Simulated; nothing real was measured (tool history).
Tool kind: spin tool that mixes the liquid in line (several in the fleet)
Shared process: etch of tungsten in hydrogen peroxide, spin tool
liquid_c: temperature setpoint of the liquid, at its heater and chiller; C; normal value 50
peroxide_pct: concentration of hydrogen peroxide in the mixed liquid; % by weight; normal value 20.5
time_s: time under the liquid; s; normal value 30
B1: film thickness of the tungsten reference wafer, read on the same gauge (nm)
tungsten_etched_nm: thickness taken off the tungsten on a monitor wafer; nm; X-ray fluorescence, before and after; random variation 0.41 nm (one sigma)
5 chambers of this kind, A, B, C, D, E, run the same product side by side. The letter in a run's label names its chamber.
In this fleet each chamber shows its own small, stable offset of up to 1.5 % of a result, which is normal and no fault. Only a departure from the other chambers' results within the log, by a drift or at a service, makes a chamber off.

run 1A hour=7.7 | liquid_c=50 peroxide_pct=20.5 time_s=30 | B1=29.969 | tungsten_etched_nm=67.646
run 2E hour=17.9 | liquid_c=50 peroxide_pct=20.5 time_s=30 | B1=30.004 | tungsten_etched_nm=67.722
run 3D hour=26.8 | liquid_c=50 peroxide_pct=20.5 time_s=30 | B1=30.026 | tungsten_etched_nm=68.882
run 4C hour=36.5 | liquid_c=50 peroxide_pct=20.5 time_s=30 | B1=29.994 | tungsten_etched_nm=69.003
-- hour=38.1 chamber E: heated supply line repaired
run 5B hour=42.5 | liquid_c=50 peroxide_pct=20.5 time_s=30 | B1=30.01 | tungsten_etched_nm=68.022
-- hour=42.7 chamber D: heated supply line repaired
run 6C hour=51.9 | liquid_c=50 peroxide_pct=20.5 time_s=30 | B1=30.003 | tungsten_etched_nm=67.985
run 7E hour=61.6 | liquid_c=50 peroxide_pct=20.5 time_s=30 | B1=30.02 | tungsten_etched_nm=67.705
run 8A hour=67.2 | liquid_c=50 peroxide_pct=20.5 time_s=30 | B1=30 | tungsten_etched_nm=68.055
run 9B hour=74.3 | liquid_c=50 peroxide_pct=20.5 time_s=30 | B1=29.984 | tungsten_etched_nm=68.269
run 10D hour=82.3 | liquid_c=50 peroxide_pct=20.5 time_s=30 | B1=30.001 | tungsten_etched_nm=68.862
run 11D hour=91.8 | liquid_c=50 peroxide_pct=20.5 time_s=30 | B1=30.014 | tungsten_etched_nm=69.538
run 12E hour=102.4 | liquid_c=44.5 peroxide_pct=20.5 time_s=15 | B1=29.962 | tungsten_etched_nm=24.118
run 13C hour=111.5 | liquid_c=44.5 peroxide_pct=20.5 time_s=15 | B1=29.964 | tungsten_etched_nm=24.583
run 14A hour=116.2 | liquid_c=44.5 peroxide_pct=20.5 time_s=15 | B1=30 | tungsten_etched_nm=24.203
run 15B hour=121.1 | liquid_c=44.5 peroxide_pct=20.5 time_s=15 | B1=30.013 | tungsten_etched_nm=24.092
-- hour=125.6 chamber C: peroxide flow meter replaced
run 16D hour=127 | liquid_c=44.5 peroxide_pct=20.5 time_s=15 | B1=30.019 | tungsten_etched_nm=24.807
run 17B hour=136.1 | liquid_c=50 peroxide_pct=20.5 time_s=30 | B1=29.971 | tungsten_etched_nm=67.788
run 18C hour=142 | liquid_c=50 peroxide_pct=20.5 time_s=30 | B1=30.057 | tungsten_etched_nm=69.64
run 19A hour=149.9 | liquid_c=50 peroxide_pct=20.5 time_s=30 | B1=30.015 | tungsten_etched_nm=68.206
run 20E hour=157.8 | liquid_c=50 peroxide_pct=20.5 time_s=30 | B1=29.979 | tungsten_etched_nm=67.565
run 21A hour=163.5 | liquid_c=50 peroxide_pct=20.5 time_s=30 | B1=30.026 | tungsten_etched_nm=67.589
-- hour=163.6 chamber C: heated supply line repaired
run 22B hour=171.1 | liquid_c=50 peroxide_pct=20.5 time_s=30 | B1=29.961 | tungsten_etched_nm=67.982
run 23C hour=178.7 | liquid_c=50 peroxide_pct=20.5 time_s=30 | B1=30.013 | tungsten_etched_nm=70.698
run 24D hour=186.9 | liquid_c=50 peroxide_pct=20.5 time_s=30 | B1=29.987 | tungsten_etched_nm=70.125
run 25E hour=192.5 | liquid_c=50 peroxide_pct=20.5 time_s=30 | B1=29.988 | tungsten_etched_nm=67.789
run 26B hour=199.1 | liquid_c=50 peroxide_pct=20.5 time_s=30 | B1=29.973 | tungsten_etched_nm=68.636
-- hour=203.5 chamber C: new drum of peroxide connected
run 27E hour=204.8 | liquid_c=50 peroxide_pct=20.5 time_s=30 | B1=29.979 | tungsten_etched_nm=68.5
run 28C hour=212.7 | liquid_c=40.5 peroxide_pct=20.5 time_s=20 | B1=30.033 | tungsten_etched_nm=26.348
run 29D hour=220.2 | liquid_c=40.5 peroxide_pct=20.5 time_s=20 | B1=30.029 | tungsten_etched_nm=25.595
run 30A hour=226.2 | liquid_c=40.5 peroxide_pct=20.5 time_s=20 | B1=30.011 | tungsten_etched_nm=25.047
run 31E hour=235 | liquid_c=40.5 peroxide_pct=20.5 time_s=20 | B1=29.969 | tungsten_etched_nm=24.917
run 32A hour=241 | liquid_c=40.5 peroxide_pct=20.5 time_s=20 | B1=29.994 | tungsten_etched_nm=25.17
run 33C hour=245.8 | liquid_c=58 peroxide_pct=20.5 time_s=20 | B1=30.024 | tungsten_etched_nm=77.5
-- hour=248.2 chamber B: new drum of peroxide connected
run 34B hour=253.2 | liquid_c=58 peroxide_pct=20.5 time_s=20 | B1=30.033 | tungsten_etched_nm=73.237
run 35D hour=259.1 | liquid_c=58 peroxide_pct=20.5 time_s=20 | B1=29.98 | tungsten_etched_nm=73.301

What goes on in this fleet: one chamber off, a drifting gauge, or nothing beyond the chambers' own small offsets? Name the chamber and the cause, if any.

Little by little, chamber C moves away from the other chambers.
Likeliest cause: liquid hotter than its thermometer reads (K) = 1.04.

Below are 4 candidate recipes for chamber C's next run, each the usual settings with a change, their results shown as question marks. Which of them brings C's results back in line with what the other chambers give on the usual settings?
In line means no further than this from the other chambers' mean on the usual settings: tungsten_etched_nm 1.4 nm
run 36C-1 hour=266.7 | liquid_c=48.5 peroxide_pct=20 time_s=30 | tungsten_etched_nm=?
run 36C-2 hour=266.7 | liquid_c=51 peroxide_pct=20.5 time_s=30 | tungsten_etched_nm=?
run 36C-3 hour=266.7 | liquid_c=49 peroxide_pct=20.5 time_s=30 | tungsten_etched_nm=?
run 36C-4 hour=266.7 | liquid_c=50 peroxide_pct=25 time_s=30 | tungsten_etched_nm=?

On the usual settings, the other chambers give on average: tungsten_etched_nm 68.404 nm
run=36C-1 tungsten_etched_nm=65.743
run=36C-2 tungsten_etched_nm=77.406
run=36C-3 tungsten_etched_nm=68.637
run=36C-4 tungsten_etched_nm=80.574
36C-3 brings the chamber back in line.
